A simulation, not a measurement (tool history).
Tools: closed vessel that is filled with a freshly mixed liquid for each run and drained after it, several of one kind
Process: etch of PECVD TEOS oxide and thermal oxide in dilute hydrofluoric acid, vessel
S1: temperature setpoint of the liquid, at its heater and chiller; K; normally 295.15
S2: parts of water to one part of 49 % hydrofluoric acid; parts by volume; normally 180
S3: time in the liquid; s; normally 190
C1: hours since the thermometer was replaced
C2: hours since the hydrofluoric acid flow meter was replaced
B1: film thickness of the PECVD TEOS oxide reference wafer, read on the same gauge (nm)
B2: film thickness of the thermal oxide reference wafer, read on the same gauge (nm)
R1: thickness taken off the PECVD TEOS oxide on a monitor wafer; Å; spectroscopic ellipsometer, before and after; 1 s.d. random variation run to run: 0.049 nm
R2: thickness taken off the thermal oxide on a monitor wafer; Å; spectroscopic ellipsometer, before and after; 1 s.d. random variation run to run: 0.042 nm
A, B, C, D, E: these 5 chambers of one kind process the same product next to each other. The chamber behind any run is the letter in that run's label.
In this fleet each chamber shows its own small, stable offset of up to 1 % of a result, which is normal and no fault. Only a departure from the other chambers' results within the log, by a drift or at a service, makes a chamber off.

run,hour,S1,S2,S3,C1,C2,B1,B2,R1,R2
1C,5.5,295.15,180,190,1135.5,595.8,30.003,29.969,154.6,42.373
2B,9.9,295.15,180,190,1144.8,145.5,30.014,29.974,155.1,42.487
3A,15.4,295.15,180,190,53.5,803.4,30.002,30.019,156.68,42.168
4D,21.7,295.15,180,190,485.8,496.3,29.983,29.983,155.51,43.487
5E,25.5,295.15,180,190,796.7,1406.8,30.004,29.968,155.6,42.153
6C,29,295.15,180,190,1159,619.3,29.983,30.012,155.38,43.624
7D,35.1,295.15,180,190,499.2,509.7,30.013,29.997,155.75,43.787
8B,39.6,295.15,180,190,1174.5,175.2,29.994,30.028,154.36,42.311
9E,43.5,295.15,180,190,814.7,1424.8,30.009,30.015,154.58,42.625
# hour 46.5: chamber A: hydrofluoric acid flow meter replaced
10A,50.4,295.15,180,190,88.5,3.9,29.98,30.016,156.41,43.689
11B,55.7,295.15,180,190,1190.6,191.3,30.001,30.017,155.3,42.108
12C,59.1,295.15,180,190,1189.1,649.4,29.998,29.989,154.48,42.692
13D,63.7,295.15,180,190,527.8,538.3,29.996,29.955,154.38,42.579
14E,69.6,295.15,180,190,840.8,1450.9,29.999,29.976,154.49,42.425
15A,74.7,295.15,180,190,112.8,28.2,30.01,29.995,156.72,42.789
16E,78.1,295.15,180,190,849.3,1459.4,29.979,29.958,155.19,42.62
17D,82.8,292.65,155,190,546.9,557.4,30.004,30.028,169.33,47.02
18B,86.7,292.65,155,190,1221.6,222.3,29.98,30.007,167.03,47.16
19A,93.4,292.65,155,190,131.5,46.9,29.988,29.993,168.85,46.666
20C,97.5,292.65,155,190,1227.5,687.8,30.012,30.024,166.08,46.244
21E,101.3,292.65,155,190,872.5,1482.6,30.002,29.972,167.29,45.382
22B,107.5,295.15,180,190,1242.4,243.1,29.996,29.954,155.23,42.636
23A,111.3,295.15,180,190,149.4,64.8,29.994,30.041,155.86,42.764
24C,114.6,295.15,180,190,1244.6,704.9,30.017,29.968,154.38,42.895
25D,118,295.15,180,190,582.1,592.6,30.002,30.013,154.34,42.836
26A,123.5,295.15,180,190,161.6,77,30.021,30.016,157.15,42.77
27C,130.1,295.15,180,190,1260.1,720.4,30.004,30,155.48,42.375
28B,135.3,292.65,180,235,1270.2,270.9,30.009,29.991,174.87,48.497
29D,140.2,292.65,180,235,604.3,614.8,29.999,29.984,175.08,48.346
30E,143.5,292.65,180,235,914.7,1524.8,29.995,30.001,173.55,47.309
31B,147.9,292.65,180,235,1282.8,283.5,30.003,29.966,174.2,48.088

All 5 chambers run these settings next. Forecast each chamber's results:
32A,152.9,295.15,180,190,,,,,?,?
32B,152.9,295.15,180,190,,,,,?,?
32C,152.9,295.15,180,190,,,,,?,?
32D,152.9,295.15,180,190,,,,,?,?
32E,152.9,295.15,180,190,,,,,?,?

run,R1,R2
32A,156.87,42.739
32B,155.08,43.326
32C,153.69,42.484
32D,154.98,42.442
32E,154.61,42.506
